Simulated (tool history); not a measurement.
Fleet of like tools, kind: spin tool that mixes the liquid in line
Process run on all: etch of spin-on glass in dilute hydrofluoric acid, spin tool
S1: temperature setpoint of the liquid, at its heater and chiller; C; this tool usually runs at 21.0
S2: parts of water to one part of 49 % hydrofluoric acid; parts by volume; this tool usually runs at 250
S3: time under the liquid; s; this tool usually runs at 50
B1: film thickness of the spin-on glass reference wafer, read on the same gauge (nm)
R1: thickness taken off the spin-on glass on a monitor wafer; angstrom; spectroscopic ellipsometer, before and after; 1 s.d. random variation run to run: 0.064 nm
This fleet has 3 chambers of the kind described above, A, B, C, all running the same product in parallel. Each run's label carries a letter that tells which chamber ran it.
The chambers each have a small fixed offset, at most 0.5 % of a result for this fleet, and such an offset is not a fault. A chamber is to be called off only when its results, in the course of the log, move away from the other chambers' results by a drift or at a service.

run	hour	S1	S2	S3	B1	R1
1C	9.0	21.0	250	50	109.97	95.576
2A	16.8	21.0	250	50	110.01	95.281
3B	29.1	21.0	250	50	109.99	95.492
4A	37.7	21.0	250	50	109.96	94.379
5B	44.4	21.0	250	50	110.03	95.709
6C	55.0	21.0	250	50	110.00	96.636
7B	62.3	21.0	250	50	110.04	96.656
8C	72.0	21.0	250	50	110.03	95.553
9A	79.1	21.0	250	50	110.00	92.520
10A	88.0	21.0	250	50	109.96	91.263
11C	96.6	21.0	250	50	109.99	95.419
12B	102.3	25.0	170	50	109.97	179.430
13C	109.6	25.0	170	50	110.02	176.330
14B	120.3	25.0	170	50	109.98	178.100
15A	129.2	21.0	250	50	110.03	90.604
16C	136.6	21.0	250	50	110.03	94.984
17A	146.2	21.0	250	50	110.02	89.446
18B	153.8	21.0	250	50	110.02	95.208
19A	161.3	17.5	250	50	110.02	77.989
20B	170.2	17.5	250	50	110.05	83.546
21C	175.8	17.5	250	50	109.99	84.293
22C	185.7	21.0	250	50	110.01	96.344

Decide between three cases: one chamber stands off from its peers, the gauge reading all wafers drifts, or nothing is wrong past each chamber's small offset. Where a chamber is off, say which and what most likely put it there.

It is chamber A that slowly wanders off from its peers.
Cause: hydrofluoric acid flow below the setpoint (%) = 7.32.
With only this log, it may be confused with: liquid colder than its thermometer reads (K).

Which of the 4 candidates below, each the usual settings with something changed and its results left as question marks, puts chamber A back in line with what the other chambers give on the usual settings?
In line here means within this much of the mean the other chambers give on the usual settings: R1 2.300 angstrom
23A-1	194.5	21.0	240	50		?
23A-2	194.5	21.0	260	50		?
23A-3	194.5	21.0	250	45		?
23A-4	194.5	21.0	250	55		?

What the other chambers average on the usual settings: R1 95.743 angstrom
run	R1
23A-1	90.634
23A-2	82.082
23A-3	77.564
23A-4	94.801
23A-4 is the one that brings the chamber's results back in line with the other chambers.

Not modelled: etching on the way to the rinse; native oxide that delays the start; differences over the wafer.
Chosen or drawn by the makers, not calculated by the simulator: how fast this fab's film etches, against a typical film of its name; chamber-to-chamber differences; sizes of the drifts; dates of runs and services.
